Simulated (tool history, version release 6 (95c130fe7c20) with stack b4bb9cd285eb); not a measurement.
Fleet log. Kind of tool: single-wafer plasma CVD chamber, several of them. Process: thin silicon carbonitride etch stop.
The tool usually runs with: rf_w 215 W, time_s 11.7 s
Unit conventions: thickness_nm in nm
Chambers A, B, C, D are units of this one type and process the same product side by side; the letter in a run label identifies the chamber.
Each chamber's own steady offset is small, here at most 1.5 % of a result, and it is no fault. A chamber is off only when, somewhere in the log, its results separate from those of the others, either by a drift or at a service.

run	hour	rf_w	time_s	hours since the last thermocouple change	hours since the last RF generator calibration	read-back reference wafer on the same gauge, thickness_nm	thickness_nm
1C	3.8	215	11.7	2131.2	1044.8	7.515	6.7342
2B	8.6	215	11.7	1195.6	469.4	7.5193	6.7432
3D	11.7	215	11.7	103.1	98.2	7.5129	6.843
4A	15.8	215	11.7	534.6	1212.5	7.5068	6.8917
5A	20.2	215	11.7	539	1216.9	7.516	6.843
6C	23.3	215	11.7	2150.7	1064.3	7.517	6.8016
7B	27.9	215	11.7	1214.9	488.7	7.5104	6.7152
8D	33.7	215	11.7	125.1	120.2	7.508	6.8152
9D	38.3	215	11.7	129.7	124.8	7.509	6.8052
10B	41.3	215	11.7	1228.3	502.1	7.5145	6.7834
11C	44.9	215	11.7	2172.3	1085.9	7.5072	6.7697
12A	48.9	175	11.7	567.7	1245.6	7.5142	6.4261
13B	53.4	175	11.7	1240.4	514.2	7.4981	6.2601
14A	57.8	175	11.7	576.6	1254.5	7.5021	6.3349
15C	63.7	175	11.7	2191.1	1104.7	7.5131	6.3581
16D	67.8	215	11.7	159.2	154.3	7.5094	6.7503
17A	71.1	215	11.7	589.9	1267.8	7.5043	6.774
18D	74.6	215	11.7	166	161.1	7.507	6.8357
19C	80	215	11.7	2207.4	1121	7.522	6.8215
20B	85.7	215	11.7	1272.7	546.5	7.5197	6.7462
21D	90.3	215	10	181.7	176.8	7.5105	5.8825
22C	95.5	215	10	2222.9	1136.5	7.5026	5.7532
23B	100.3	215	10	1287.3	561.1	7.507	5.716
24A	104.1	215	10	622.9	1300.8	7.5109	5.8903
25B	107.2	215	11.7	1294.2	568	7.5096	6.7752
26A	111	215	11.7	629.8	1307.7	7.5155	6.7931
27C	116	215	10.9	2243.4	1157	7.4928	6.244
28D	118.7	215	10.9	210.1	205.2	7.5025	6.3459
29A	121.7	215	10.9	640.5	1318.4	7.5071	6.3383
30B	125.7	215	10.9	1312.7	586.5	7.5048	6.2663
31D	131.1	215	11.7	222.5	217.6	7.5037	6.7801
32C	137.1	215	11.7	2264.5	1178.1	7.5064	6.7396
33A	142.6	215	11.7	661.4	1339.3	7.5072	6.7937
34B	145.2	215	11.7	1332.2	606	7.5102	6.6913
35D	148.1	255	11.7	239.5	234.6	7.5082	7.2577
36C	151.6	255	11.7	2279	1192.6	7.5109	7.1713
37A	157.1	255	11.7	675.9	1353.8	7.5209	7.2182
38C	159.9	255	11.7	2287.3	1200.9	7.505	7.0509
39D	163.5	215	11.7	254.9	250	7.5062	6.8161
40B	168.6	180	12.7	1355.6	629.4	7.5077	6.8951
41A	173.7	180	12.7	692.5	1370.4	7.505	7.0325
42B	177.6	180	12.7	1364.6	638.4	7.5076	6.9179
43D	181	180	12.7	272.4	267.5	7.5091	7.0109

One chamber off, gauge drift, or nothing amiss beyond the chambers' own small offsets? If it is a chamber, which one, and what is the likeliest cause?

No chamber is off and the gauge is stable; the differences are just each chamber's small, constant offset.
